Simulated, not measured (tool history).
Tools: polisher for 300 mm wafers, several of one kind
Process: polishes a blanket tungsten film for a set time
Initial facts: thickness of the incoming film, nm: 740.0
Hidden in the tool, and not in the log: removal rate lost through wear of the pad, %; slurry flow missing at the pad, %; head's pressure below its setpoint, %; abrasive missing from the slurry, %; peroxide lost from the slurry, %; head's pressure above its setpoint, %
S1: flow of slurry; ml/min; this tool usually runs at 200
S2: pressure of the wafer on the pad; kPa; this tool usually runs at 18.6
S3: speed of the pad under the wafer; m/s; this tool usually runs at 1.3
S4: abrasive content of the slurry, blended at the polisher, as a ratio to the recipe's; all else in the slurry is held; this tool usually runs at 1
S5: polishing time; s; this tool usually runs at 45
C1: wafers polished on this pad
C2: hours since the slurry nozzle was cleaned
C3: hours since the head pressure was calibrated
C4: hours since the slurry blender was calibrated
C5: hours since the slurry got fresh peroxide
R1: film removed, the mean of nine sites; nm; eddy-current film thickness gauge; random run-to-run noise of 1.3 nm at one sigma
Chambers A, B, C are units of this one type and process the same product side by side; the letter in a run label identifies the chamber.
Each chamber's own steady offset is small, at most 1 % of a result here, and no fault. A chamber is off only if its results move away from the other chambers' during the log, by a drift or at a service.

At hour 4.1: chamber C: worn pad replaced by a new one.
Run 1A, hour 6.3: usual settings; C1 709; C2 151.4; C3 666.1; C4 76.1; C5 159.4. Result: R1 190.60 nm.
At hour 10.5: chamber C: slurry tank refilled with fresh slurry and peroxide.
Run 2C, hour 16.3: usual settings; C1 159; C2 208.4; C3 716.0; C4 242.9; C5 5.9. Result: R1 190.30 nm.
Run 3B, hour 26.0: usual settings; C1 1230; C2 150.5; C3 56.7; C4 94.5; C5 55.1. Result: R1 190.19 nm.
At hour 29.1: chamber A: slurry tank refilled with fresh slurry and peroxide.
At hour 32.5: chamber A: worn pad replaced by a new one.
Run 4C, hour 36.0: usual settings; C1 415; C2 228.1; C3 735.7; C4 262.6; C5 25.6. Result: R1 188.32 nm.
Run 5A, hour 47.1: usual settings; C1 190; C2 192.2; C3 706.9; C4 116.9; C5 18.1. Result: R1 190.25 nm.
Run 6B, hour 58.6: usual settings; C1 1654; C2 183.1; C3 89.3; C4 127.1; C5 87.7. Result: R1 188.22 nm.
At hour 62.5: chamber A: slurry blender recalibrated.
At hour 70.1: chamber C: slurry tank refilled with fresh slurry and peroxide.
Run 7C, hour 70.4: usual settings; C1 862; C2 262.5; C3 770.1; C4 297.0; C5 0.3. Result: R1 191.12 nm.
At hour 72.4: chamber C: worn pad replaced by a new one.
Run 8B, hour 82.3: usual settings; C1 1962; C2 206.8; C3 113.0; C4 150.8; C5 111.4. Result: R1 185.41 nm.
Run 9A, hour 92.9: usual settings; C1 785; C2 238.0; C3 752.7; C4 30.5; C5 63.9. Result: R1 189.52 nm.
At hour 99.6: chamber B: slurry blender recalibrated.
Run 10B, hour 103.2: usual settings; C1 2234; C2 227.7; C3 133.9; C4 3.7; C5 132.3. Result: R1 183.94 nm.
Run 11C, hour 111.7: usual settings; C1 511; C2 303.8; C3 811.4; C4 338.3; C5 41.6. Result: R1 187.01 nm.
At hour 114.1: chamber B: slurry tank refilled with fresh slurry and peroxide.
At hour 117.1: chamber C: slurry tank refilled with fresh slurry and peroxide.
At hour 117.8: chamber A: worn pad replaced by a new one.
Run 12A, hour 123.9: usual settings; C1 80; C2 269.0; C3 783.7; C4 61.5; C5 94.9. Result: R1 188.53 nm.
At hour 130.7: chamber C: worn pad replaced by a new one.
Run 13A, hour 134.7: usual settings; C1 220; C2 279.8; C3 794.5; C4 72.3; C5 105.7. Result: R1 190.30 nm.
Run 14C, hour 146.2: usual settings; C1 202; C2 338.3; C3 845.9; C4 372.8; C5 29.2. Result: R1 187.97 nm.
At hour 150.9: chamber C: slurry blender recalibrated.
At hour 154.1: chamber A: slurry nozzle cleaned.
Run 15B, hour 154.1: usual settings; C1 2896; C2 278.6; C3 184.8; C4 54.6; C5 40.0. Result: R1 178.86 nm.
At hour 156.5: chamber A: head pressure recalibrated.
Run 16C, hour 160.1: usual settings; C1 382; C2 352.2; C3 859.8; C4 9.2; C5 43.1. Result: R1 187.96 nm.
At hour 161.2: chamber B: slurry nozzle cleaned.
Run 17B, hour 166.8: usual settings; C1 3061; C2 5.6; C3 197.5; C4 67.3; C5 52.7. Result: R1 175.58 nm.
At hour 170.9: chamber C: slurry tank refilled with fresh slurry and peroxide.
Run 18A, hour 174.1: usual settings; C1 733; C2 20.0; C3 17.7; C4 111.7; C5 145.1. Result: R1 191.50 nm.
Run 19B, hour 185.0: usual settings; C1 3298; C2 23.8; C3 215.7; C4 85.5; C5 70.9. Result: R1 174.47 nm.
Run 20C, hour 190.6: usual settings; C1 779; C2 382.7; C3 890.3; C4 39.7; C5 19.7. Result: R1 187.10 nm.
Run 21A, hour 198.1: usual settings but S1 270 ml/min; C1 1045; C2 44.0; C3 41.7; C4 135.7; C5 169.1. Result: R1 195.10 nm.

Predict what each chamber gives when all 3 of them run the settings below next.
Run 22A, hour 207.1: usual settings but S1 130 ml/min. Result: R1 ?.
Run 22B, hour 207.1: usual settings but S1 130 ml/min. Result: R1 ?.
Run 22C, hour 207.1: usual settings but S1 130 ml/min. Result: R1 ?.

run      R1
22A  177.31
22B  161.52
22C  176.71
